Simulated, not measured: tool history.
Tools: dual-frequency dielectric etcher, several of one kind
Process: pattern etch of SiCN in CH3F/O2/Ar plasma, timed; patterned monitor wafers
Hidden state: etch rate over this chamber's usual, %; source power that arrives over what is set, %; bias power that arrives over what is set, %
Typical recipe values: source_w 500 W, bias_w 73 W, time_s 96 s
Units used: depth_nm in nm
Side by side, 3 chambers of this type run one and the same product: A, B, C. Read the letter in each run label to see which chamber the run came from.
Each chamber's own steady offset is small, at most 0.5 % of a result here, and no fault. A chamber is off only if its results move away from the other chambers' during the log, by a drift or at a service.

run,day,source_w,bias_w,time_s,hours since the last wet clean,hours since the last source power generator calibration,hours since the last bias power generator calibration,"read-back reference wafer on the same gauge, depth_nm",depth_nm
1C,0.208,500,73,96,179.7,2017.8,311.2,32.573,39.27
2B,0.567,500,73,96,311.1,216.6,1697,32.633,39.496
3A,0.792,500,73,96,33.5,2182.9,602.2,32.595,39.486
4B,1.158,500,73,96,325.3,230.8,1711.2,32.602,39.691
5A,1.517,500,73,96,50.9,2200.3,619.6,32.597,39.255
6C,1.75,430,59,96,216.7,2054.8,348.2,32.593,34.377
7B,2.025,430,59,96,346.1,251.6,1732,32.616,34.592
8A,2.242,430,59,96,68.3,2217.7,637,32.576,34.912
9C,2.496,500,73,96,234.6,2072.7,366.1,32.589,39.274
10B,2.725,500,73,96,362.9,268.4,1748.8,32.61,39.356
11C,2.946,500,73,96,245.4,2083.5,376.9,32.63,39.189
12A,3.204,500,73,79,91.4,2240.8,660.1,32.589,32.467
# day 3.271: chamber B: wet clean of the chamber
13A,3.525,500,73,79,99.1,2248.5,667.8,32.611,32.586
14B,3.746,500,73,79,11.5,292.9,1773.3,32.626,33.441
15C,4.067,500,73,96,272.3,2110.4,403.8,32.597,39.403
16B,4.333,500,73,96,25.6,307,1787.4,32.588,41.032
17C,4.704,500,73,96,287.6,2125.7,419.1,32.591,39.138
18A,5.071,500,73,96,136.2,2285.6,704.9,32.606,39.57
19B,5.412,500,73,96,51.5,332.9,1813.3,32.582,40.635
20A,5.633,500,73,96,149.7,2299.1,718.4,32.59,39.621

What goes on in this fleet: one chamber off, a drifting gauge, or nothing beyond the chambers' own small offsets? Name the chamber and the cause, if any.

A service left chamber B off against the others.
Cause: etch rate over this chamber's usual, % = 3.56.

Here are 4 candidates for chamber B's next run, each the usual settings with a change, their results left as question marks. Which one brings its results back in line with what the others give on the usual settings?
In-line tolerance around the mean of the other chambers on the usual settings: depth_nm 0.42 nm
21B-1,5.9,500,72,89.5,,,,,?
21B-2,5.9,500,72,93,,,,,?
21B-3,5.9,500,80,96,,,,,?
21B-4,5.9,510,74,102,,,,,?

Average result of the remaining chambers running the usual settings: depth_nm 39.406 nm
run,depth_nm
21B-1,37.793
21B-2,39.271
21B-3,42.071
21B-4,43.817
21B-2 puts the chamber back in line with the other chambers.
